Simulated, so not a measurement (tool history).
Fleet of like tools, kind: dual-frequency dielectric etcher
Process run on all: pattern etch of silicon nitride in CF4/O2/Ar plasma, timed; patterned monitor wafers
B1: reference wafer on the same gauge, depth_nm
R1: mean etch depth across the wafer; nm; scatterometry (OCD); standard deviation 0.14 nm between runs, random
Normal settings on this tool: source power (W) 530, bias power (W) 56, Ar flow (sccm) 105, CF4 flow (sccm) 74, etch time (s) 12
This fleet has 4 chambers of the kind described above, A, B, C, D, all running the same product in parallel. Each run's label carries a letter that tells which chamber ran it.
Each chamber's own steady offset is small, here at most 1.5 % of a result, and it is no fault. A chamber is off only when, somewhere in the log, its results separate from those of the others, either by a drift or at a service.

run 1C hour=11.7 | source_power_(W)=530 bias_power_(W)=56 Ar_flow_(sccm)=105 CF4_flow_(sccm)=74 etch_time_(s)=12 | B1=21.002 | R1=23.974
run 2D hour=27.6 | source_power_(W)=530 bias_power_(W)=56 Ar_flow_(sccm)=105 CF4_flow_(sccm)=74 etch_time_(s)=12 | B1=21.009 | R1=23.948
run 3A hour=37.8 | source_power_(W)=530 bias_power_(W)=56 Ar_flow_(sccm)=105 CF4_flow_(sccm)=74 etch_time_(s)=12 | B1=20.982 | R1=24.012
run 4B hour=52.7 | source_power_(W)=530 bias_power_(W)=56 Ar_flow_(sccm)=105 CF4_flow_(sccm)=74 etch_time_(s)=12 | B1=21.002 | R1=24.273
-- hour=59.5 chamber C: source power generator calibrated
run 5A hour=62.8 | source_power_(W)=530 bias_power_(W)=56 Ar_flow_(sccm)=105 CF4_flow_(sccm)=74 etch_time_(s)=12 | B1=20.984 | R1=23.928
run 6C hour=75.1 | source_power_(W)=530 bias_power_(W)=56 Ar_flow_(sccm)=105 CF4_flow_(sccm)=74 etch_time_(s)=12 | B1=20.972 | R1=24.221
-- hour=77.6 chamber B: wet clean of the chamber
run 7B hour=83.1 | source_power_(W)=530 bias_power_(W)=56 Ar_flow_(sccm)=105 CF4_flow_(sccm)=74 etch_time_(s)=12 | B1=20.963 | R1=24.159
run 8D hour=94.3 | source_power_(W)=530 bias_power_(W)=56 Ar_flow_(sccm)=105 CF4_flow_(sccm)=74 etch_time_(s)=12 | B1=20.993 | R1=23.875
run 9A hour=110.4 | source_power_(W)=530 bias_power_(W)=56 Ar_flow_(sccm)=105 CF4_flow_(sccm)=74 etch_time_(s)=12 | B1=21.006 | R1=23.852
run 10D hour=122.8 | source_power_(W)=530 bias_power_(W)=68 Ar_flow_(sccm)=105 CF4_flow_(sccm)=74 etch_time_(s)=12 | B1=20.996 | R1=26.052
run 11B hour=131.4 | source_power_(W)=530 bias_power_(W)=68 Ar_flow_(sccm)=105 CF4_flow_(sccm)=74 etch_time_(s)=12 | B1=20.996 | R1=26.186
-- hour=138.7 chamber C: wet clean of the chamber
run 12C hour=141.7 | source_power_(W)=530 bias_power_(W)=68 Ar_flow_(sccm)=105 CF4_flow_(sccm)=74 etch_time_(s)=12 | B1=20.978 | R1=26.067
run 13A hour=157.7 | source_power_(W)=530 bias_power_(W)=68 Ar_flow_(sccm)=105 CF4_flow_(sccm)=74 etch_time_(s)=12 | B1=20.996 | R1=25.776
-- hour=162.3 chamber A: wet clean of the chamber
run 14C hour=171.8 | source_power_(W)=530 bias_power_(W)=56 Ar_flow_(sccm)=105 CF4_flow_(sccm)=74 etch_time_(s)=12 | B1=21.013 | R1=24.081
run 15B hour=187.6 | source_power_(W)=530 bias_power_(W)=56 Ar_flow_(sccm)=105 CF4_flow_(sccm)=64 etch_time_(s)=14 | B1=21.007 | R1=27.571
run 16D hour=199.3 | source_power_(W)=530 bias_power_(W)=56 Ar_flow_(sccm)=105 CF4_flow_(sccm)=64 etch_time_(s)=14 | B1=20.999 | R1=27.204
-- hour=211.3 chamber D: wet clean of the chamber
run 17D hour=215.1 | source_power_(W)=530 bias_power_(W)=56 Ar_flow_(sccm)=105 CF4_flow_(sccm)=64 etch_time_(s)=14 | B1=20.997 | R1=26.052
run 18A hour=223.9 | source_power_(W)=530 bias_power_(W)=56 Ar_flow_(sccm)=105 CF4_flow_(sccm)=64 etch_time_(s)=14 | B1=20.985 | R1=27.31
run 19C hour=240.1 | source_power_(W)=440 bias_power_(W)=56 Ar_flow_(sccm)=105 CF4_flow_(sccm)=90 etch_time_(s)=12 | B1=20.995 | R1=20.9
run 20B hour=249.7 | source_power_(W)=440 bias_power_(W)=56 Ar_flow_(sccm)=105 CF4_flow_(sccm)=90 etch_time_(s)=12 | B1=20.99 | R1=21.244
run 21C hour=259.7 | source_power_(W)=440 bias_power_(W)=56 Ar_flow_(sccm)=105 CF4_flow_(sccm)=90 etch_time_(s)=12 | B1=21.02 | R1=20.895
run 22B hour=274.3 | source_power_(W)=440 bias_power_(W)=56 Ar_flow_(sccm)=105 CF4_flow_(sccm)=90 etch_time_(s)=12 | B1=21.012 | R1=21.41
run 23D hour=289.2 | source_power_(W)=530 bias_power_(W)=56 Ar_flow_(sccm)=105 CF4_flow_(sccm)=74 etch_time_(s)=12 | B1=20.982 | R1=22.79
run 24A hour=303 | source_power_(W)=530 bias_power_(W)=56 Ar_flow_(sccm)=105 CF4_flow_(sccm)=74 etch_time_(s)=12 | B1=20.997 | R1=23.578
run 25D hour=313.3 | source_power_(W)=530 bias_power_(W)=56 Ar_flow_(sccm)=105 CF4_flow_(sccm)=81 etch_time_(s)=10.5 | B1=20.989 | R1=20.276
run 26C hour=321.1 | source_power_(W)=530 bias_power_(W)=56 Ar_flow_(sccm)=105 CF4_flow_(sccm)=81 etch_time_(s)=10.5 | B1=21.035 | R1=21.247
run 27B hour=335.5 | source_power_(W)=530 bias_power_(W)=56 Ar_flow_(sccm)=105 CF4_flow_(sccm)=81 etch_time_(s)=10.5 | B1=20.992 | R1=21.327

Predict what each chamber gives when all 4 of them run the settings below next.
run 28A hour=347.1 | source_power_(W)=530 bias_power_(W)=56 Ar_flow_(sccm)=105 CF4_flow_(sccm)=74 etch_time_(s)=12 | R1=?
run 28B hour=347.1 | source_power_(W)=530 bias_power_(W)=56 Ar_flow_(sccm)=105 CF4_flow_(sccm)=74 etch_time_(s)=12 | R1=?
run 28C hour=347.1 | source_power_(W)=530 bias_power_(W)=56 Ar_flow_(sccm)=105 CF4_flow_(sccm)=74 etch_time_(s)=12 | R1=?
run 28D hour=347.1 | source_power_(W)=530 bias_power_(W)=56 Ar_flow_(sccm)=105 CF4_flow_(sccm)=74 etch_time_(s)=12 | R1=?

run=28A R1=23.786
run=28B R1=24.025
run=28C R1=24.036
run=28D R1=22.924

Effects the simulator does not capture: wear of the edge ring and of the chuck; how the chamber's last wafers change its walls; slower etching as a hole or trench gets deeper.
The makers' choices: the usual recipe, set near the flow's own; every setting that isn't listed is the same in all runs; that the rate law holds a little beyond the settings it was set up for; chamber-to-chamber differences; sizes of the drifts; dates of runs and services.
